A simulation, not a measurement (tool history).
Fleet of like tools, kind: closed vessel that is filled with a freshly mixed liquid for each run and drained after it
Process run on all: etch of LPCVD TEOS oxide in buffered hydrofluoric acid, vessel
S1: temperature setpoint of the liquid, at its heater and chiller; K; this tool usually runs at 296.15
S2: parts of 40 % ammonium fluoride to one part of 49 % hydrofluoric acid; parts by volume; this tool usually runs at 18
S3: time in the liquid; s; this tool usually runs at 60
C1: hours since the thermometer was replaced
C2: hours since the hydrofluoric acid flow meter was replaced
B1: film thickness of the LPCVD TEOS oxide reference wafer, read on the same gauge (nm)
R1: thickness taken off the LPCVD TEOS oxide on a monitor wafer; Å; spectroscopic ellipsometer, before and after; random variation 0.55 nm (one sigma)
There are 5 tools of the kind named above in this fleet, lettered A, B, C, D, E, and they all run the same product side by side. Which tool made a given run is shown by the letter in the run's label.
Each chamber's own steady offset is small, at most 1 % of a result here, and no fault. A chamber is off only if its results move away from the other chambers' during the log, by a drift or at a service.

run 1D day=0.371 | S1=296.15 S2=18 S3=60 | C1=46 C2=57.4 | B1=59.981 | R1=965.91
run 2A day=0.979 | S1=296.15 S2=18 S3=60 | C1=784.8 C2=213.3 | B1=59.985 | R1=974.45
run 3C day=1.375 | S1=296.15 S2=18 S3=60 | C1=508.3 C2=774.3 | B1=59.975 | R1=964.5
run 4B day=1.712 | S1=296.15 S2=18 S3=60 | C1=725.4 C2=122.4 | B1=59.959 | R1=967.6
run 5E day=2.188 | S1=296.15 S2=18 S3=60 | C1=2097.1 C2=183.2 | B1=60.019 | R1=962.39
run 6C day=2.775 | S1=296.15 S2=18 S3=60 | C1=541.9 C2=807.9 | B1=59.993 | R1=967.84
-- day=3.196 chamber C: hydrofluoric acid flow meter replaced
run 7B day=3.288 | S1=296.15 S2=18 S3=60 | C1=763.2 C2=160.2 | B1=59.963 | R1=974.84
run 8D day=3.871 | S1=296.15 S2=18 S3=60 | C1=130 C2=141.4 | B1=59.995 | R1=967.71
run 9E day=4.333 | S1=296.15 S2=18 S3=60 | C1=2148.6 C2=234.7 | B1=60.031 | R1=966.76
run 10A day=4.633 | S1=296.15 S2=18 S3=60 | C1=872.5 C2=301 | B1=60 | R1=969.64
run 11E day=5.146 | S1=296.15 S2=18 S3=60 | C1=2168.1 C2=254.2 | B1=60.034 | R1=969.65
run 12C day=5.471 | S1=296.15 S2=18 S3=60 | C1=606.6 C2=54.6 | B1=59.958 | R1=963.05
run 13B day=5.767 | S1=296.15 S2=18 S3=60 | C1=822.7 C2=219.7 | B1=59.986 | R1=961.21
run 14A day=6.138 | S1=296.15 S2=18 S3=60 | C1=908.6 C2=337.1 | B1=60.021 | R1=967.3
run 15D day=6.704 | S1=296.15 S2=18 S3=60 | C1=198 C2=209.4 | B1=60.003 | R1=971.47
run 16A day=7.183 | S1=296.15 S2=18 S3=60 | C1=933.7 C2=362.2 | B1=60.012 | R1=970.19
run 17B day=7.767 | S1=296.15 S2=18 S3=60 | C1=870.7 C2=267.7 | B1=60.013 | R1=957.07
-- day=7.792 chamber A: thermometer replaced
run 18D day=8.133 | S1=296.15 S2=18 S3=60 | C1=232.3 C2=243.7 | B1=59.966 | R1=962.54
run 19E day=8.583 | S1=296.15 S2=18 S3=60 | C1=2250.6 C2=336.7 | B1=60.046 | R1=966.86
run 20C day=9.042 | S1=296.15 S2=18 S3=60 | C1=692.3 C2=140.3 | B1=60.008 | R1=963.36
run 21E day=9.517 | S1=296.15 S2=18 S3=60 | C1=2273 C2=359.1 | B1=60.007 | R1=962.11
run 22C day=10.054 | S1=296.15 S2=18 S3=60 | C1=716.6 C2=164.6 | B1=60.024 | R1=967.09
run 23A day=10.571 | S1=296.15 S2=18 S3=60 | C1=66.7 C2=443.5 | B1=59.967 | R1=965
run 24B day=11.017 | S1=296.15 S2=18 S3=60 | C1=948.7 C2=345.7 | B1=60.001 | R1=944.52
run 25D day=11.325 | S1=299.15 S2=22.5 S3=60 | C1=308.9 C2=320.3 | B1=59.981 | R1=943.29
run 26A day=11.683 | S1=299.15 S2=22.5 S3=60 | C1=93.4 C2=470.2 | B1=59.956 | R1=937.85
-- day=12.15 chamber E: thermometer replaced
run 27C day=12.212 | S1=299.15 S2=22.5 S3=60 | C1=768.4 C2=216.4 | B1=59.987 | R1=946.38
run 28B day=12.617 | S1=299.15 S2=22.5 S3=60 | C1=987.1 C2=384.1 | B1=59.979 | R1=896.42
run 29E day=13.138 | S1=299.15 S2=22.5 S3=60 | C1=23.7 C2=446 | B1=60.015 | R1=943.86
run 30D day=13.404 | S1=296.15 S2=18 S3=60 | C1=358.8 C2=370.2 | B1=59.992 | R1=963.52
-- day=13.75 chamber E: hydrofluoric acid flow meter replaced
run 31C day=13.946 | S1=296.15 S2=18 S3=60 | C1=810 C2=258 | B1=59.985 | R1=970.33
run 32D day=14.442 | S1=296.15 S2=18 S3=60 | C1=383.7 C2=395.1 | B1=60.01 | R1=951.42
run 33E day=15.017 | S1=296.15 S2=18 S3=60 | C1=68.8 C2=30.5 | B1=59.977 | R1=954.81
run 34A day=15.529 | S1=296.15 S2=18 S3=60 | C1=185.7 C2=562.5 | B1=59.999 | R1=969.34
run 35B day=15.833 | S1=296.15 S2=18 S3=60 | C1=1064.3 C2=461.3 | B1=59.992 | R1=908.55
run 36D day=16.258 | S1=292.65 S2=21 S3=60 | C1=427.3 C2=438.7 | B1=60.001 | R1=699.77
run 37A day=16.733 | S1=292.65 S2=21 S3=60 | C1=214.6 C2=591.4 | B1=59.982 | R1=700.79
run 38B day=17.042 | S1=292.65 S2=21 S3=60 | C1=1093.3 C2=490.3 | B1=59.939 | R1=641.22
run 39C day=17.45 | S1=292.65 S2=21 S3=60 | C1=894.1 C2=342.1 | B1=60.021 | R1=691.46

Next, every chamber runs the same settings. What will each give?
run 40A day=17.888 | S1=296.15 S2=18 S3=30 | R1=?
run 40B day=17.888 | S1=296.15 S2=18 S3=30 | R1=?
run 40C day=17.888 | S1=296.15 S2=18 S3=30 | R1=?
run 40D day=17.888 | S1=296.15 S2=18 S3=30 | R1=?
run 40E day=17.888 | S1=296.15 S2=18 S3=30 | R1=?

run=40A R1=481.5
run=40B R1=450.59
run=40C R1=483.24
run=40D R1=479.8
run=40E R1=483.2
